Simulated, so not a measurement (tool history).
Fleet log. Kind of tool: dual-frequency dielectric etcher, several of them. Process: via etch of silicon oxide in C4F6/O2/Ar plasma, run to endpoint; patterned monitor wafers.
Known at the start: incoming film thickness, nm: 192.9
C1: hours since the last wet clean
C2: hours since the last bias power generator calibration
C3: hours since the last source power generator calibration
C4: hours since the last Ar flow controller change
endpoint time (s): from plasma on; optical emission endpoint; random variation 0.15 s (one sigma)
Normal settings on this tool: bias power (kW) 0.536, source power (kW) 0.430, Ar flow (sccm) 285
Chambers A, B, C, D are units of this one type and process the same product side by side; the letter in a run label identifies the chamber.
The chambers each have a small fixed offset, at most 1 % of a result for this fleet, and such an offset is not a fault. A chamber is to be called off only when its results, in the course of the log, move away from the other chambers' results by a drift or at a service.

run 1C hour=3.3 | bias_power_(kW)=0.536 source_power_(kW)=0.430 Ar_flow_(sccm)=285 | C1=137.0 C2=988.5 C3=1777.9 C4=3825.6 | endpoint_time_(s)=40.188
run 2B hour=7.9 | bias_power_(kW)=0.536 source_power_(kW)=0.430 Ar_flow_(sccm)=285 | C1=152.6 C2=1616.7 C3=706.9 C4=398.3 | endpoint_time_(s)=39.998
run 3D hour=13.6 | bias_power_(kW)=0.536 source_power_(kW)=0.430 Ar_flow_(sccm)=285 | C1=450.4 C2=1374.6 C3=183.6 C4=5107.7 | endpoint_time_(s)=40.109
run 4A hour=20.8 | bias_power_(kW)=0.536 source_power_(kW)=0.430 Ar_flow_(sccm)=285 | C1=295.5 C2=279.6 C3=1755.9 C4=1399.8 | endpoint_time_(s)=40.008
run 5D hour=26.6 | bias_power_(kW)=0.536 source_power_(kW)=0.430 Ar_flow_(sccm)=285 | C1=463.4 C2=1387.6 C3=196.6 C4=5120.7 | endpoint_time_(s)=39.746
run 6A hour=33.3 | bias_power_(kW)=0.601 source_power_(kW)=0.430 Ar_flow_(sccm)=241 | C1=308.0 C2=292.1 C3=1768.4 C4=1412.3 | endpoint_time_(s)=37.867
run 7B hour=39.0 | bias_power_(kW)=0.601 source_power_(kW)=0.430 Ar_flow_(sccm)=241 | C1=183.7 C2=1647.8 C3=738.0 C4=429.4 | endpoint_time_(s)=37.802
run 8C hour=42.3 | bias_power_(kW)=0.601 source_power_(kW)=0.430 Ar_flow_(sccm)=241 | C1=176.0 C2=1027.5 C3=1816.9 C4=3864.6 | endpoint_time_(s)=38.225
run 9D hour=48.6 | bias_power_(kW)=0.601 source_power_(kW)=0.430 Ar_flow_(sccm)=241 | C1=485.4 C2=1409.6 C3=218.6 C4=5142.7 | endpoint_time_(s)=37.342
run 10C hour=54.3 | bias_power_(kW)=0.592 source_power_(kW)=0.430 Ar_flow_(sccm)=285 | C1=188.0 C2=1039.5 C3=1828.9 C4=3876.6 | endpoint_time_(s)=38.977
-- hour=57.4 chamber D: wet clean of the chamber
run 11B hour=61.6 | bias_power_(kW)=0.592 source_power_(kW)=0.430 Ar_flow_(sccm)=285 | C1=206.3 C2=1670.4 C3=760.6 C4=452.0 | endpoint_time_(s)=38.599
run 12A hour=68.4 | bias_power_(kW)=0.592 source_power_(kW)=0.430 Ar_flow_(sccm)=285 | C1=343.1 C2=327.2 C3=1803.5 C4=1447.4 | endpoint_time_(s)=38.796
-- hour=73.3 chamber D: Ar flow controller replaced
run 13C hour=74.4 | bias_power_(kW)=0.592 source_power_(kW)=0.430 Ar_flow_(sccm)=285 | C1=208.1 C2=1059.6 C3=1849.0 C4=3896.7 | endpoint_time_(s)=38.931
run 14D hour=80.7 | bias_power_(kW)=0.536 source_power_(kW)=0.430 Ar_flow_(sccm)=285 | C1=23.4 C2=1441.7 C3=250.7 C4=7.4 | endpoint_time_(s)=39.732
run 15A hour=86.1 | bias_power_(kW)=0.536 source_power_(kW)=0.430 Ar_flow_(sccm)=285 | C1=360.8 C2=344.9 C3=1821.2 C4=1465.1 | endpoint_time_(s)=40.145
run 16B hour=93.4 | bias_power_(kW)=0.536 source_power_(kW)=0.430 Ar_flow_(sccm)=285 | C1=238.1 C2=1702.2 C3=792.4 C4=483.8 | endpoint_time_(s)=40.163
run 17D hour=100.7 | bias_power_(kW)=0.536 source_power_(kW)=0.430 Ar_flow_(sccm)=285 | C1=43.4 C2=1461.7 C3=270.7 C4=27.4 | endpoint_time_(s)=39.817
run 18A hour=106.4 | bias_power_(kW)=0.626 source_power_(kW)=0.430 Ar_flow_(sccm)=314 | C1=381.1 C2=365.2 C3=1841.5 C4=1485.4 | endpoint_time_(s)=38.346
run 19B hour=111.7 | bias_power_(kW)=0.626 source_power_(kW)=0.430 Ar_flow_(sccm)=314 | C1=256.4 C2=1720.5 C3=810.7 C4=502.1 | endpoint_time_(s)=38.053
run 20C hour=118.8 | bias_power_(kW)=0.626 source_power_(kW)=0.430 Ar_flow_(sccm)=314 | C1=252.5 C2=1104.0 C3=1893.4 C4=3941.1 | endpoint_time_(s)=38.917
run 21D hour=122.1 | bias_power_(kW)=0.626 source_power_(kW)=0.430 Ar_flow_(sccm)=314 | C1=64.8 C2=1483.1 C3=292.1 C4=48.8 | endpoint_time_(s)=37.727
run 22A hour=127.8 | bias_power_(kW)=0.536 source_power_(kW)=0.360 Ar_flow_(sccm)=333 | C1=402.5 C2=386.6 C3=1862.9 C4=1506.8 | endpoint_time_(s)=43.942
run 23C hour=131.1 | bias_power_(kW)=0.536 source_power_(kW)=0.360 Ar_flow_(sccm)=333 | C1=264.8 C2=1116.3 C3=1905.7 C4=3953.4 | endpoint_time_(s)=44.278
run 24B hour=136.8 | bias_power_(kW)=0.536 source_power_(kW)=0.360 Ar_flow_(sccm)=333 | C1=281.5 C2=1745.6 C3=835.8 C4=527.2 | endpoint_time_(s)=43.627
run 25B hour=143.6 | bias_power_(kW)=0.536 source_power_(kW)=0.360 Ar_flow_(sccm)=333 | C1=288.3 C2=1752.4 C3=842.6 C4=534.0 | endpoint_time_(s)=43.691
run 26D hour=149.9 | bias_power_(kW)=0.536 source_power_(kW)=0.430 Ar_flow_(sccm)=285 | C1=92.6 C2=1510.9 C3=319.9 C4=76.6 | endpoint_time_(s)=39.909
run 27A hour=154.3 | bias_power_(kW)=0.536 source_power_(kW)=0.430 Ar_flow_(sccm)=331 | C1=429.0 C2=413.1 C3=1889.4 C4=1533.3 | endpoint_time_(s)=40.813
run 28C hour=157.9 | bias_power_(kW)=0.536 source_power_(kW)=0.430 Ar_flow_(sccm)=331 | C1=291.6 C2=1143.1 C3=1932.5 C4=3980.2 | endpoint_time_(s)=41.820
run 29A hour=165.2 | bias_power_(kW)=0.536 source_power_(kW)=0.430 Ar_flow_(sccm)=331 | C1=439.9 C2=424.0 C3=1900.3 C4=1544.2 | endpoint_time_(s)=41.061
run 30B hour=169.4 | bias_power_(kW)=0.536 source_power_(kW)=0.430 Ar_flow_(sccm)=331 | C1=314.1 C2=1778.2 C3=868.4 C4=559.8 | endpoint_time_(s)=40.638
run 31D hour=176.5 | bias_power_(kW)=0.536 source_power_(kW)=0.430 Ar_flow_(sccm)=285 | C1=119.2 C2=1537.5 C3=346.5 C4=103.2 | endpoint_time_(s)=40.005
-- hour=182.3 chamber A: wet clean of the chamber
run 32C hour=182.4 | bias_power_(kW)=0.536 source_power_(kW)=0.430 Ar_flow_(sccm)=285 | C1=316.1 C2=1167.6 C3=1957.0 C4=4004.7 | endpoint_time_(s)=40.981
run 33C hour=187.6 | bias_power_(kW)=0.536 source_power_(kW)=0.430 Ar_flow_(sccm)=285 | C1=321.3 C2=1172.8 C3=1962.2 C4=4009.9 | endpoint_time_(s)=40.980
run 34A hour=194.4 | bias_power_(kW)=0.536 source_power_(kW)=0.430 Ar_flow_(sccm)=285 | C1=12.1 C2=453.2 C3=1929.5 C4=1573.4 | endpoint_time_(s)=39.893
run 35B hour=199.5 | bias_power_(kW)=0.536 source_power_(kW)=0.430 Ar_flow_(sccm)=285 | C1=344.2 C2=1808.3 C3=898.5 C4=589.9 | endpoint_time_(s)=39.908
-- hour=204.2 chamber C: Ar flow controller replaced
run 36D hour=206.2 | bias_power_(kW)=0.536 source_power_(kW)=0.430 Ar_flow_(sccm)=285 | C1=148.9 C2=1567.2 C3=376.2 C4=132.9 | endpoint_time_(s)=39.813
run 37C hour=209.7 | bias_power_(kW)=0.536 source_power_(kW)=0.430 Ar_flow_(sccm)=285 | C1=343.4 C2=1194.9 C3=1984.3 C4=5.5 | endpoint_time_(s)=41.054
run 38D hour=216.1 | bias_power_(kW)=0.536 source_power_(kW)=0.430 Ar_flow_(sccm)=285 | C1=158.8 C2=1577.1 C3=386.1 C4=142.8 | endpoint_time_(s)=39.522
run 39B hour=219.7 | bias_power_(kW)=0.536 source_power_(kW)=0.430 Ar_flow_(sccm)=285 | C1=364.4 C2=1828.5 C3=918.7 C4=610.1 | endpoint_time_(s)=40.189
run 40A hour=224.0 | bias_power_(kW)=0.536 source_power_(kW)=0.430 Ar_flow_(sccm)=285 | C1=41.7 C2=482.8 C3=1959.1 C4=1603.0 | endpoint_time_(s)=40.131
run 41A hour=228.9 | bias_power_(kW)=0.536 source_power_(kW)=0.430 Ar_flow_(sccm)=285 | C1=46.6 C2=487.7 C3=1964.0 C4=1607.9 | endpoint_time_(s)=40.293
run 42D hour=232.2 | bias_power_(kW)=0.536 source_power_(kW)=0.430 Ar_flow_(sccm)=285 | C1=174.9 C2=1593.2 C3=402.2 C4=158.9 | endpoint_time_(s)=39.735

The same settings go to every chamber for the next run, one line per chamber below. Forecast the results for each:
run 43A hour=237.6 | bias_power_(kW)=0.536 source_power_(kW)=0.500 Ar_flow_(sccm)=285 | endpoint_time_(s)=?
run 43B hour=237.6 | bias_power_(kW)=0.536 source_power_(kW)=0.500 Ar_flow_(sccm)=285 | endpoint_time_(s)=?
run 43C hour=237.6 | bias_power_(kW)=0.536 source_power_(kW)=0.500 Ar_flow_(sccm)=285 | endpoint_time_(s)=?
run 43D hour=237.6 | bias_power_(kW)=0.536 source_power_(kW)=0.500 Ar_flow_(sccm)=285 | endpoint_time_(s)=?

run=43A endpoint_time_(s)=37.926
run=43B endpoint_time_(s)=38.055
run=43C endpoint_time_(s)=38.825
run=43D endpoint_time_(s)=37.480

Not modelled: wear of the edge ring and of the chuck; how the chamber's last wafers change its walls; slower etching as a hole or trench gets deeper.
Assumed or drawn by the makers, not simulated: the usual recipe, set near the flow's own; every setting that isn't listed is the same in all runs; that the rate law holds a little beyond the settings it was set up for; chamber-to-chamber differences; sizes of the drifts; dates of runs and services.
